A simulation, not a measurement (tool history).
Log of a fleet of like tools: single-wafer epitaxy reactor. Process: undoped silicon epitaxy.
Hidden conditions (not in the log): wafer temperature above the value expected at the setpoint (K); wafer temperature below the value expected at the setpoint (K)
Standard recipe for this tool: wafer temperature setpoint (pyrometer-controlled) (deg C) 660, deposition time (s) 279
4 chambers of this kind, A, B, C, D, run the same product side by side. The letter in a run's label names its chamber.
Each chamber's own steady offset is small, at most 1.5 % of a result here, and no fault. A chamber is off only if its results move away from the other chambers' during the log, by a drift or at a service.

run   hour  wafer temperature setpoint (pyrometer-controlled) (deg C)  deposition time (s)  hours since the last pyrometer calibration  read-back reference wafer on the same gauge, thickness_nm  mean film thickness on the monitor wafer (Å)
 1B   12.3                                                        660                  279                                      1526.3                                                     52.696                                        582.72
 2C   20.6                                                        660                  279                                      1260.1                                                     52.694                                        585.91
 3D   30.1                                                        660                  279                                          68                                                     52.674                                        577.02
 4A   37.9                                                        660                  279                                      1236.6                                                     52.689                                         573.9
 5B   44.7                                                        660                  279                                      1558.7                                                     52.682                                        581.81
 6D   50.8                                                        660                  279                                        88.7                                                     52.663                                        576.76
 7A   59.2                                                        660                  279                                      1257.9                                                     52.671                                        573.81
 8C   66.7                                                        660                  279                                      1306.2                                                     52.656                                        586.15
 9D   74.3                                                        660                  279                                       112.2                                                     52.649                                        578.35
10B   85.8                                                        660                  279                                      1599.8                                                     52.638                                        581.19
11C   95.1                                                        660                  279                                      1334.6                                                     52.631                                        586.52
12A    103                                                        660                  279                                      1301.7                                                     52.628                                        573.16
13B    112                                                        660                  279                                        1626                                                     52.618                                         580.8
14D  123.8                                                        660                  279                                       161.7                                                     52.599                                        576.84
15C  133.7                                                        660                  279                                      1373.2                                                       52.6                                        585.55
16A  141.2                                                        666                  296                                      1339.9                                                     52.592                                        689.07
17B  152.8                                                        666                  296                                      1666.8                                                     52.589                                        698.59
18C  165.5                                                        666                  296                                        1405                                                     52.564                                         705.5
19A    178                                                        666                  296                                      1376.7                                                      52.59                                        688.53
20D  188.5                                                        660                  279                                       226.4                                                     52.554                                        576.85
21D  198.2                                                        660                  279                                       236.1                                                      52.55                                        576.34
22C  203.8                                                        660                  279                                      1443.3                                                     52.546                                         585.9
23B    215                                                        660                  279                                        1729                                                     52.533                                        580.39
24A  225.3                                                        660                  279                                        1424                                                     52.552                                        571.57
25B    235                                                        660                  279                                        1749                                                     52.519                                        580.74
26A  247.3                                                        660                  279                                        1446                                                     52.533                                        571.24
27C  259.7                                                        660                  279                                      1499.2                                                     52.517                                        584.65
28D  265.5                                                        660                  279                                       303.4                                                     52.522                                         575.5
29C  275.3                                                        660                  279                                      1514.8                                                     52.507                                        583.68
30A  284.6                                                        660                  279                                      1483.3                                                     52.496                                        570.87
31D  295.7                                                        660                  279                                       333.6                                                     52.498                                        576.32
32B  303.1                                                        660                  279                                      1817.1                                                     52.479                                        579.81
33B  311.3                                                        660                  279                                      1825.3                                                     52.476                                        578.65
34C  321.8                                                        660                  279                                      1561.3                                                     52.456                                        584.04
35D    328                                                        660                  279                                       365.9                                                     52.455                                        576.15

For the next run the whole fleet of 4 chambers uses the same settings. Give each chamber's results:
36A  337.1                                                        667                  279                                                                                                                                                    ?
36B  337.1                                                        667                  279                                                                                                                                                    ?
36C  337.1                                                        667                  279                                                                                                                                                    ?
36D  337.1                                                        667                  279                                                                                                                                                    ?

run  mean film thickness on the monitor wafer (Å)
36A                                        662.87
36B                                        670.19
36C                                        676.75
36D                                        668.23
